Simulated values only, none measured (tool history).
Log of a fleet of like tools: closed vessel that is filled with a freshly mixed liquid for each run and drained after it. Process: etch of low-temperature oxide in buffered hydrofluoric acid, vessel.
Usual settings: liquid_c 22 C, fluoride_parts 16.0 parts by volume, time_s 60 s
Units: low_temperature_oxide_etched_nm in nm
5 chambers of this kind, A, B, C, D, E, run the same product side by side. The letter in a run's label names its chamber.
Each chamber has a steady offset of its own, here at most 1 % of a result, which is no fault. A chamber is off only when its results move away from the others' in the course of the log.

run     day  liquid_c  fluoride_parts  time_s  hours since the thermometer was replaced  hours since the hydrofluoric acid flow meter was replaced  read-back film thickness of the low-temperature oxide reference wafer, read on the same gauge (nm)  low_temperature_oxide_etched_nm
 1C   0.421        22            16.0      60                                    1397.0                                                      641.4                                                                                              139.97                           98.443
 2B   0.842        22            16.0      60                                      55.4                                                      104.5                                                                                              140.01                           97.401
 3E   1.242        22            16.0      60                                     121.6                                                      421.3                                                                                              139.98                           98.180
 4A   1.775        22            16.0      60                                     340.5                                                       83.4                                                                                              140.02                           98.733
 5D   2.196        22            16.0      60                                      80.1                                                      375.2                                                                                              139.99                           97.632
 6B   2.758        22            16.0      60                                     101.4                                                      150.5                                                                                              140.01                           96.865
 7A   3.154        22            12.0      90                                     373.6                                                      116.5                                                                                              139.99                          197.040
      3.508  -- chamber C: thermometer replaced
 8E   3.650        22            12.0      90                                     179.4                                                      479.1                                                                                              140.00                          195.260
 9D   4.117        22            12.0      90                                     126.2                                                      421.3                                                                                              140.00                          194.360
10C   4.467        22            12.0      90                                      23.1                                                      738.5                                                                                              140.00                          194.020
11C   4.733        22            12.0      90                                      29.5                                                      744.9                                                                                              140.01                          195.070
12E   5.179        22            16.0      60                                     216.1                                                      515.8                                                                                              139.99                           98.074
13A   5.762        22            18.5      60                                     436.2                                                      179.1                                                                                              140.01                           85.609
14D   6.208        22            18.5      60                                     176.4                                                      471.5                                                                                              140.02                           84.378
15B   6.579        22            18.5      60                                     193.1                                                      242.2                                                                                              139.99                           84.872
16A   6.871        22            18.5      60                                     462.8                                                      205.7                                                                                              140.01                           85.294
17E   7.329        22            18.5      60                                     267.7                                                      567.4                                                                                              139.99                           85.911
18C   7.721        22            16.0      60                                     101.2                                                      816.6                                                                                              140.00                           97.842
19D   8.179        22            16.0      60                                     223.7                                                      518.8                                                                                              140.04                           95.696
20B   8.600        22            16.0      60                                     241.6                                                      290.7                                                                                              140.00                           97.951
21E   9.154        22            16.0      60                                     311.5                                                      611.2                                                                                              140.02                           97.566
22C   9.433        22            16.0      60                                     142.3                                                      857.7                                                                                              139.99                           98.130
23D   9.988        22            16.0      60                                     267.1                                                      562.2                                                                                              140.01                           95.001
24A  10.408        22            16.0      60                                     547.7                                                      290.6                                                                                              139.99                           97.882
25B  10.925        22            16.0      60                                     297.4                                                      346.5                                                                                              140.00                           97.240
26D  11.292        20            16.0      30                                     298.4                                                      593.5                                                                                              139.98                           42.238
27E  11.883        20            16.0      30                                     377.0                                                      676.7                                                                                              140.02                           43.996
28A  12.183        20            16.0      30                                     590.3                                                      333.2                                                                                              140.03                           44.496
29C  12.475        20            16.0      30                                     215.3                                                      930.7                                                                                              139.98                           44.689
30B  13.038        20            16.0      30                                     348.1                                                      397.2                                                                                              140.00                           43.611
31E  13.450        22            16.0      60                                     414.6                                                      714.3                                                                                              139.99                           96.842
32B  13.775        22            16.0      85                                     365.8                                                      414.9                                                                                              139.99                          136.770

All 5 chambers run these settings next. Forecast each chamber's results:
33A  14.208        22            16.0      60                                                                                                                                                                                                                                         ?
33B  14.208        22            16.0      60                                                                                                                                                                                                                                         ?
33C  14.208        22            16.0      60                                                                                                                                                                                                                                         ?
33D  14.208        22            16.0      60                                                                                                                                                                                                                                         ?
33E  14.208        22            16.0      60                                                                                                                                                                                                                                         ?

run  low_temperature_oxide_etched_nm
33A                          100.120
33B                           97.952
33C                           98.946
33D                           92.107
33E                           98.710

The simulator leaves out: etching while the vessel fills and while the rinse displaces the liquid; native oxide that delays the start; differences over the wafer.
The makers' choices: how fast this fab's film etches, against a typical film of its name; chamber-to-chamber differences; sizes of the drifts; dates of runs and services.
